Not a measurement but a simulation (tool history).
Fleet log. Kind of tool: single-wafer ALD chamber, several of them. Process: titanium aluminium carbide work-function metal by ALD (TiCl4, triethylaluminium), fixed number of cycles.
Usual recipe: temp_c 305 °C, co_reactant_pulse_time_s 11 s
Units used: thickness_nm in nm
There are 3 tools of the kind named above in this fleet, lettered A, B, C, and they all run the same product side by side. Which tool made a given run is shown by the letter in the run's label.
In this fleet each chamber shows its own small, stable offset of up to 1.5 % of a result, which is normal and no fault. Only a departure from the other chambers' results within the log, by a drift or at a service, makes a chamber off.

run   hour  temp_c  co_reactant_pulse_time_s  read-back reference wafer on the same gauge, thickness_nm  thickness_nm
 1A    4.3     305                        11                                                     2.0974        2.0516
 2B    9.5     305                        11                                                     2.1007        2.0286
      13.9  -- chamber A: triethylaluminium bottle replaced
 3C   16.7     305                        11                                                     2.0994        2.0696
 4B   22.1     305                        11                                                      2.102        2.0357
 5A   27.2     305                        11                                                     2.0996        2.0714
 6C   32.4     305                        11                                                     2.0989        2.0778
 7C   41.4     305                        11                                                     2.1006        2.0914
 8A   49.7     305                        11                                                     2.1013        2.0866
 9B   55.6     305                        11                                                     2.0988        2.0238
10B   64.1     305                        11                                                      2.099         2.033
11C   69.7     305                        11                                                      2.103        2.0608
12A   77.8     305                        11                                                     2.1007        2.0671
13A   86.4     305                        11                                                     2.0997        2.0594
14C   91.6     297                        11                                                      2.101        1.9845
15B   95.6     297                        11                                                     2.0993        1.9763
16C   99.8     297                        11                                                     2.0978        1.9788
17B  104.9     305                        11                                                     2.0968        2.0425
18A  113.2     305                        11                                                     2.1004        2.0647
19C  122.2     305                        11                                                     2.0999        2.0417
20A    129     305                        11                                                     2.1019        2.0728
21B  134.1     305                        11                                                     2.1017        2.0449
22B  140.4     305                     12.98                                                     2.0986        2.0409
23C  144.5     305                     12.98                                                     2.1027        2.0815
24A  152.6     305                     12.98                                                     2.1023        2.0952
25C  159.3     305                        11                                                     2.0991        2.0285
26A    166     305                        11                                                      2.099        2.0843
27B  171.8     305                      8.94                                                     2.0999        1.9915
28C  179.7     305                      8.94                                                     2.1024        1.9422
29B  187.9     305                      8.94                                                     2.0986        1.9869
30A  196.4     305                        11                                                     2.0983        2.0743
31B  203.6     305                        11                                                     2.1034        2.0224
32C  207.8     305                        11                                                     2.0997        2.0009
33A  216.9     305                        11                                                     2.0994        2.0761
34B  225.5     305                        11                                                     2.0974        2.0564
35A  233.1     317                        11                                                     2.0982        2.1758
36C  241.9     317                        11                                                     2.1006        2.0779
37A  248.8     317                        11                                                     2.1001        2.1624
38C    253     305                        11                                                     2.0982        1.9672

Each of the 3 chambers runs these same settings next. Fill in every chamber's results:
39A  259.7     318                        11                                                                        ?
39B  259.7     318                        11                                                                        ?
39C  259.7     318                        11                                                                        ?

run  thickness_nm
39A         2.185
39B        2.1493
39C         2.084
